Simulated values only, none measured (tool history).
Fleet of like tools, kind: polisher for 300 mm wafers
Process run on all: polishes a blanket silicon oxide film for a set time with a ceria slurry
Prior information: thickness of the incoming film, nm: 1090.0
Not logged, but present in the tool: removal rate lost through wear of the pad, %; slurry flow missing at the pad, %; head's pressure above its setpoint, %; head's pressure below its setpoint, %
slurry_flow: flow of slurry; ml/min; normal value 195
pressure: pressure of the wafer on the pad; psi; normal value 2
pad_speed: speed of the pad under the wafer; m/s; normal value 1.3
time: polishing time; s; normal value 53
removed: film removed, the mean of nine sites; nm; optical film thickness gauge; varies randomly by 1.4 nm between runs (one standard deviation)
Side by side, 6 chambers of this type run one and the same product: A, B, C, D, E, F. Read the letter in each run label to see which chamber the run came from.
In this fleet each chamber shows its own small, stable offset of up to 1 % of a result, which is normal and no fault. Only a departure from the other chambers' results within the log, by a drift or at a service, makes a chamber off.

run	hour	slurry_flow	pressure	pad_speed	time	wafers polished on this pad	hours since the slurry nozzle was cleaned	hours since the head pressure was calibrated	removed
# hour 3.9: chamber B: worn pad replaced by a new one
1F	10.6	195	2	1.3	53	637	120.1	13.8	168.71
# hour 13.9: chamber D: worn pad replaced by a new one
# hour 19: chamber C: worn pad replaced by a new one
2E	22.8	195	2	1.3	53	1046	79.2	380.7	169.81
# hour 26.7: chamber E: worn pad replaced by a new one
3D	30.3	195	2	1.3	53	198	115.3	42.9	168.78
# hour 39.8: chamber F: worn pad replaced by a new one
4C	42.7	195	2	1.3	53	285	269.1	530.5	166.87
5B	48.6	195	2	1.3	53	539	504.4	334.5	165.93
6A	59.2	255	2	1.3	53	875	76.2	134.8	172.07
7B	66.5	255	2	1.3	53	755	522.3	352.4	172.3
8C	78.7	255	2	1.3	53	719	305.1	566.5	173.81
# hour 84.8: chamber A: worn pad replaced by a new one
9D	85.5	255	2	1.3	53	863	170.5	98.1	174.92
10A	91.3	255	2	1.3	53	78	108.3	166.9	176.29
11E	98.9	255	2	1.3	53	870	155.3	456.8	174.25
# hour 107: chamber E: worn pad replaced by a new one
12F	108.8	195	2	1.3	53	831	218.3	112	168.11
13B	114.6	195	2	1.3	53	1335	570.4	400.5	166.43
# hour 117.5: chamber B: worn pad replaced by a new one
# hour 121.8: chamber C: worn pad replaced by a new one
14E	125.1	195	2	1.3	53	218	181.5	483	167.03
# hour 130.2: chamber F: worn pad replaced by a new one
# hour 133.3: chamber D: worn pad replaced by a new one
# hour 133.3: chamber C: slurry nozzle cleaned
15D	135.5	195	2	1.3	53	27	220.5	148.1	170.01
16A	145.7	195	2	1.3	53	734	162.7	221.3	168.88
# hour 150: chamber D: slurry nozzle cleaned
17F	153.8	195	2	1.3	53	285	263.3	157	168.9
18C	163.6	195	2	1.3	53	503	30.4	651.4	169.94
19F	170.5	195	2	1.3	53	486	280	173.7	170.21
20E	176.1	195	2	1.3	45	833	232.5	534	142.64
# hour 179.5: chamber A: worn pad replaced by a new one
21B	181.6	195	2	1.3	45	772	637.4	467.5	137.44
# hour 182.1: chamber E: worn pad replaced by a new one
22A	192.6	195	2	1.3	45	159	209.6	268.2	146.1
23D	199.7	195	2	1.3	45	801	49.7	212.3	144.86
24C	207	195	2	1.3	45	1026	73.8	694.8	144.57
# hour 215.3: chamber A: slurry nozzle cleaned
25E	217.6	195	2	1.3	45	428	274	575.5	141.32
# hour 220.7: chamber B: slurry nozzle cleaned
# hour 222.1: chamber B: worn pad replaced by a new one
# hour 224: chamber F: worn pad replaced by a new one
26C	229	195	2	1.3	53	1291	95.8	716.8	169.87
# hour 232: chamber C: worn pad replaced by a new one
27B	237.5	195	2	1.3	53	185	16.9	523.4	157.08
# hour 245.5: chamber D: worn pad replaced by a new one
28D	247.9	195	2	1.3	53	29	97.9	260.5	165.37
# hour 255.3: chamber E: worn pad replaced by a new one
29A	259.8	195	2	1.3	53	968	44.5	335.4	165.66
30F	267.3	195	2	1.3	53	522	376.8	270.5	168.25
31C	278.6	265	2	1.66	53	562	145.4	766.4	224.13
# hour 282.5: chamber A: worn pad replaced by a new one
32D	287.7	265	2	1.66	53	508	137.7	300.3	227.53
33A	296.3	265	2	1.66	53	166	81	371.9	226.99
34E	308	265	2	1.66	53	635	364.4	665.9	224.59
35F	314.3	265	2	1.66	53	1089	423.8	317.5	222.11
36B	320.4	265	2	1.66	53	1184	99.8	606.3	206.76

All 6 chambers run these settings next. Forecast each chamber's results:
37A	329.3	195	2	1.3	53				?
37B	329.3	195	2	1.3	53				?
37C	329.3	195	2	1.3	53				?
37D	329.3	195	2	1.3	53				?
37E	329.3	195	2	1.3	53				?
37F	329.3	195	2	1.3	53				?

run	removed
37A	167.68
37B	155.52
37C	166.76
37D	170.77
37E	166.79
37F	166.56

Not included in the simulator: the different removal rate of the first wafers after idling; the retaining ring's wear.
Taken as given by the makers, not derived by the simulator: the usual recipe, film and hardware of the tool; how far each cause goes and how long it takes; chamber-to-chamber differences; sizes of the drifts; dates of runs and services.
